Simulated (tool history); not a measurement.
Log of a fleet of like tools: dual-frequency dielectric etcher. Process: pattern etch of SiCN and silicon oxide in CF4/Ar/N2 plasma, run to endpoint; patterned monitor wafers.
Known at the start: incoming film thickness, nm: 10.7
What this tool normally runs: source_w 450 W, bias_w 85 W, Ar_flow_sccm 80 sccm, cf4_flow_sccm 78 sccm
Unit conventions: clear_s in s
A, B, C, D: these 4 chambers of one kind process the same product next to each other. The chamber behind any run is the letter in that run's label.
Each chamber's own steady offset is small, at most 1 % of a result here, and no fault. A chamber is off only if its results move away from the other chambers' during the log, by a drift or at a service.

| run | day | source_w | bias_w | Ar_flow_sccm | cf4_flow_sccm | clear_s |
|---|---|---|---|---|---|---|
| 1A | 0.179 | 450 | 85 | 80 | 78 | 11.315 |
| 2B | 0.321 | 450 | 85 | 80 | 78 | 11.226 |
|  | 0.55 | chamber D: wet clean of the chamber |
| 3C | 0.554 | 450 | 85 | 80 | 78 | 11.256 |
| 4D | 0.767 | 450 | 85 | 80 | 78 | 11.326 |
| 5A | 1.042 | 450 | 85 | 80 | 78 | 11.293 |
| 6C | 1.304 | 450 | 85 | 80 | 78 | 11.169 |
| 7D | 1.55 | 450 | 85 | 80 | 78 | 11.245 |
| 8B | 1.738 | 450 | 85 | 80 | 78 | 11.258 |
| 9C | 1.908 | 450 | 85 | 80 | 78 | 11.199 |
| 10B | 2.038 | 450 | 85 | 80 | 78 | 11.216 |
| 11A | 2.321 | 450 | 85 | 80 | 78 | 11.306 |
| 12D | 2.496 | 450 | 85 | 80 | 78 | 11.301 |
| 13C | 2.775 | 450 | 85 | 80 | 78 | 11.159 |
| 14D | 2.925 | 450 | 85 | 80 | 78 | 11.273 |
| 15B | 3.158 | 450 | 85 | 80 | 78 | 11.28 |
| 16A | 3.35 | 450 | 85 | 80 | 78 | 11.331 |
| 17C | 3.508 | 450 | 85 | 80 | 78 | 11.239 |
| 18D | 3.642 | 450 | 85 | 80 | 78 | 11.3 |
| 19A | 3.775 | 350 | 85 | 80 | 78 | 14.222 |
| 20B | 3.933 | 350 | 85 | 80 | 78 | 14.17 |
| 21A | 4.096 | 350 | 85 | 80 | 78 | 14.121 |
| 22C | 4.362 | 350 | 85 | 80 | 78 | 13.961 |
| 23D | 4.525 | 450 | 85 | 80 | 78 | 11.32 |
| 24B | 4.738 | 450 | 85 | 80 | 78 | 11.281 |
| 25B | 4.862 | 450 | 85 | 80 | 78 | 11.237 |
| 26D | 5.042 | 450 | 85 | 80 | 78 | 11.241 |
| 27A | 5.317 | 450 | 85 | 80 | 78 | 11.243 |
| 28C | 5.575 | 450 | 85 | 80 | 78 | 11.121 |
| 29C | 5.762 | 450 | 85 | 80 | 78 | 11.218 |
|  | 5.767 | chamber A: wet clean of the chamber |
| 30A | 5.967 | 450 | 85 | 80 | 78 | 11.237 |
| 31B | 6.167 | 450 | 85 | 80 | 78 | 11.286 |
| 32D | 6.358 | 450 | 100 | 92 | 78 | 10.9 |

Read the log: is a single chamber off, either drifting away or since a service, is the gauge that measures every chamber drifting, or is nothing wrong beyond small per-chamber offsets? Name any odd chamber and what most likely caused it.

No chamber is off and the gauge is stable; the differences are just each chamber's small, constant offset.
